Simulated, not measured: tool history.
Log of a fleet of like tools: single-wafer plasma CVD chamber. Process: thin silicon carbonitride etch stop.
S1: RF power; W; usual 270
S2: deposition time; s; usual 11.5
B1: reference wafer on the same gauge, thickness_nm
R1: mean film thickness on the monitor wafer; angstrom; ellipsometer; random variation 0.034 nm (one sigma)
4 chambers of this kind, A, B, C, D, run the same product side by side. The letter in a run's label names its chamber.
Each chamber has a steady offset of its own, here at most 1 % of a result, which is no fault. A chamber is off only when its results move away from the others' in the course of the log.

Run 1A, hour 8.7: usual settings; B1 7.6714. Result: R1 71.292 angstrom.
Run 2C, hour 17.9: usual settings; B1 7.6685. Result: R1 70.956 angstrom.
Run 3D, hour 23.9: usual settings; B1 7.6726. Result: R1 71.856 angstrom.
Run 4B, hour 31: usual settings; B1 7.6701. Result: R1 71.668 angstrom.
At hour 36.3: chamber C: RF generator calibrated.
Run 5A, hour 39.3: usual settings but S1 250 W; B1 7.6631. Result: R1 70.629 angstrom.
Run 6C, hour 45.8: usual settings but S1 250 W; B1 7.6706. Result: R1 69.649 angstrom.
At hour 48.9: chamber D: thermocouple changed; heater temperature recalibrated.
At hour 56: chamber D: RF generator calibrated.
Run 7D, hour 56.4: usual settings but S1 250 W; B1 7.6753. Result: R1 69.848 angstrom.
Run 8B, hour 64.3: usual settings but S1 250 W; B1 7.6712. Result: R1 70.533 angstrom.
Run 9C, hour 70.2: usual settings; B1 7.6649. Result: R1 71.447 angstrom.
Run 10B, hour 75.9: usual settings; B1 7.6711. Result: R1 71.477 angstrom.
Run 11D, hour 84.6: usual settings; B1 7.6691. Result: R1 72.351 angstrom.
Run 12A, hour 94.3: usual settings; B1 7.6676. Result: R1 72.135 angstrom.
Run 13A, hour 103.4: usual settings; B1 7.6632. Result: R1 72.45 angstrom.
Run 14C, hour 110.7: usual settings; B1 7.6801. Result: R1 70.922 angstrom.
Run 15B, hour 118.3: usual settings; B1 7.6671. Result: R1 71.206 angstrom.
Run 16D, hour 126.8: usual settings; B1 7.6667. Result: R1 71.449 angstrom.
Run 17C, hour 139.5: usual settings; B1 7.6675. Result: R1 71.831 angstrom.
Run 18D, hour 147.7: usual settings; B1 7.6741. Result: R1 71.726 angstrom.
Run 19B, hour 155.3: usual settings but S1 250 W; B1 7.6703. Result: R1 69.95 angstrom.
Run 20A, hour 167.8: usual settings but S1 250 W; B1 7.6592. Result: R1 70.686 angstrom.
At hour 177.7: chamber A: RF generator calibrated.
Run 21A, hour 179.3: usual settings but S1 250 W; B1 7.6692. Result: R1 70.556 angstrom.
Run 22D, hour 185.4: usual settings but S1 250 W; B1 7.6793. Result: R1 70.67 angstrom.
Run 23C, hour 197.9: usual settings; B1 7.6698. Result: R1 71.317 angstrom.
Run 24B, hour 208.1: usual settings but S1 290 W, S2 13.4 s; B1 7.6653. Result: R1 85.852 angstrom.
Run 25B, hour 220.2: usual settings but S1 290 W, S2 13.4 s; B1 7.6668. Result: R1 85.737 angstrom.
Run 26C, hour 230.1: usual settings but S1 290 W, S2 13.4 s; B1 7.6729. Result: R1 85.124 angstrom.
Run 27A, hour 240.2: usual settings but S1 290 W, S2 13.4 s; B1 7.6758. Result: R1 86.451 angstrom.
Run 28D, hour 252.5: usual settings; B1 7.6626. Result: R1 72.017 angstrom.
Run 29C, hour 263.6: usual settings; B1 7.6642. Result: R1 71.852 angstrom.

What goes on in this fleet: one chamber off, a drifting gauge, or nothing beyond the chambers' own small offsets? Name the chamber and the cause, if any.

No chamber stands off beyond its own small offset, and the gauge holds steady.
